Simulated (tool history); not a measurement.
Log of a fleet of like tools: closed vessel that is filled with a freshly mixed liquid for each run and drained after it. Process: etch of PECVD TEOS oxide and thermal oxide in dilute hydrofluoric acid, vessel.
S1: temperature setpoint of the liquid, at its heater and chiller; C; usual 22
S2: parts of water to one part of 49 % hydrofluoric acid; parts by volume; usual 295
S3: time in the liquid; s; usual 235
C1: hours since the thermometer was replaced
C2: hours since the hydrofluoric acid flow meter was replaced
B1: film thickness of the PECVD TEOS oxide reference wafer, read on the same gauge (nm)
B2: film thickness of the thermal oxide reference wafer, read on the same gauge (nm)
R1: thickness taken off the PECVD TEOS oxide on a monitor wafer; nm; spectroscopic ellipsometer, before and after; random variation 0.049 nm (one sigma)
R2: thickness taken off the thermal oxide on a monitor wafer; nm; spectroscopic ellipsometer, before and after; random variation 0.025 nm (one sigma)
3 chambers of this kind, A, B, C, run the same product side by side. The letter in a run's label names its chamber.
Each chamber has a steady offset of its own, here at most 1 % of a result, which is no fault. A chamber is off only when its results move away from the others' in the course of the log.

| run | hour | S1 | S2 | S3 | C1 | C2 | B1 | B2 | R1 | R2 |
|---|---|---|---|---|---|---|---|---|---|---|
| 1B | 6.1 | 22 | 295 | 235 | 151.1 | 141.8 | 70.005 | 39.983 | 7.4635 | 2.7847 |
| 2C | 11.2 | 22 | 295 | 235 | 612.0 | 150.0 | 69.972 | 40.010 | 7.4583 | 2.7182 |
| 3A | 15.7 | 22 | 295 | 235 | 1998.6 | 967.8 | 69.956 | 39.956 | 7.3767 | 2.7308 |
| 4B | 20.4 | 22 | 295 | 235 | 165.4 | 156.1 | 69.987 | 40.000 | 7.4378 | 2.7933 |
| 5C | 28.0 | 22 | 295 | 235 | 628.8 | 166.8 | 69.992 | 39.998 | 7.4346 | 2.7085 |
| 6A | 36.2 | 22 | 295 | 235 | 2019.1 | 988.3 | 69.952 | 40.018 | 7.3121 | 2.7485 |
| 7A | 40.2 | 22 | 295 | 235 | 2023.1 | 992.3 | 70.010 | 40.016 | 7.4082 | 2.7477 |
| 8B | 44.5 | 22 | 295 | 235 | 189.5 | 180.2 | 69.982 | 39.965 | 7.4372 | 2.7827 |
| 9C | 52.3 | 22 | 295 | 235 | 653.1 | 191.1 | 70.052 | 39.979 | 7.4745 | 2.7233 |
| 10C | 59.4 | 22 | 295 | 235 | 660.2 | 198.2 | 70.009 | 40.012 | 7.4429 | 2.7333 |
| 11A | 67.5 | 22 | 295 | 170 | 2050.4 | 1019.6 | 70.042 | 39.945 | 5.3291 | 1.9924 |
| 12B | 74.0 | 22 | 295 | 170 | 219.0 | 209.7 | 70.029 | 40.002 | 5.3478 | 2.0012 |
| 13C | 80.5 | 22 | 295 | 170 | 681.3 | 219.3 | 70.026 | 39.971 | 5.3041 | 1.9989 |
| 14A | 84.6 | 22 | 295 | 235 | 2067.5 | 1036.7 | 70.023 | 39.979 | 7.3227 | 2.6699 |
| 15B | 90.1 | 22 | 295 | 235 | 235.1 | 225.8 | 70.014 | 39.967 | 7.3506 | 2.7320 |
| 16C | 96.4 | 22 | 295 | 235 | 697.2 | 235.2 | 69.995 | 40.041 | 7.3175 | 2.7388 |
| 17A | 103.1 | 22 | 295 | 235 | 2086.0 | 1055.2 | 70.010 | 39.992 | 7.2929 | 2.7019 |
| 18B | 109.8 | 22 | 295 | 235 | 254.8 | 245.5 | 70.019 | 39.991 | 7.5031 | 2.7659 |
| 19A | 116.6 | 22 | 295 | 235 | 2099.5 | 1068.7 | 69.985 | 39.985 | 7.3349 | 2.7189 |
| 20B | 124.3 | 22 | 295 | 235 | 269.3 | 260.0 | 69.969 | 40.013 | 7.4770 | 2.7458 |
| 21C | 129.3 | 22 | 295 | 235 | 730.1 | 268.1 | 69.997 | 40.030 | 7.2398 | 2.6646 |
| 22C | 133.2 | 22 | 295 | 345 | 734.0 | 272.0 | 70.028 | 40.010 | 10.6190 | 3.8955 |
| 23B | 141.6 | 22 | 295 | 345 | 286.6 | 277.3 | 70.006 | 40.012 | 10.9070 | 4.1348 |
| 24A | 146.8 | 22 | 295 | 345 | 2129.7 | 1098.9 | 69.962 | 39.974 | 10.9120 | 3.9782 |
| 25A | 151.0 | 22 | 295 | 235 | 2133.9 | 1103.1 | 70.025 | 40.015 | 7.3662 | 2.7640 |
| 26C | 158.0 | 22 | 295 | 235 | 758.8 | 296.8 | 69.974 | 40.003 | 7.0883 | 2.5922 |
| 27B | 164.7 | 22 | 295 | 235 | 309.7 | 300.4 | 70.009 | 39.958 | 7.4249 | 2.7344 |
| 28B | 171.9 | 22 | 295 | 235 | 316.9 | 307.6 | 69.968 | 39.983 | 7.4442 | 2.7825 |
| 29A | 175.7 | 22 | 295 | 235 | 2158.6 | 1127.8 | 70.035 | 40.011 | 7.3395 | 2.7299 |
| 30C | 181.3 | 22 | 295 | 235 | 782.1 | 320.1 | 69.998 | 39.988 | 6.9556 | 2.5581 |
| 31C | 187.0 | 22 | 295 | 235 | 787.8 | 325.8 | 70.041 | 39.992 | 6.9264 | 2.5421 |
| 32B | 193.6 | 22 | 295 | 235 | 338.6 | 329.3 | 69.998 | 39.984 | 7.4510 | 2.7661 |
| 33A | 201.2 | 22 | 295 | 235 | 2184.1 | 1153.3 | 70.007 | 39.994 | 7.2766 | 2.7545 |
| 34B | 209.6 | 22 | 295 | 235 | 354.6 | 345.3 | 70.012 | 39.991 | 7.3780 | 2.7736 |

Next, every chamber runs the same settings. What will each give?
| 35A | 215.7 | 22 | 295 | 235 |  |  |  |  | ? | ? |
| 35B | 215.7 | 22 | 295 | 235 |  |  |  |  | ? | ? |
| 35C | 215.7 | 22 | 295 | 235 |  |  |  |  | ? | ? |

| run | R1 | R2 |
|---|---|---|
| 35A | 7.3236 | 2.7362 |
| 35B | 7.4597 | 2.7900 |
| 35C | 6.8099 | 2.5400 |
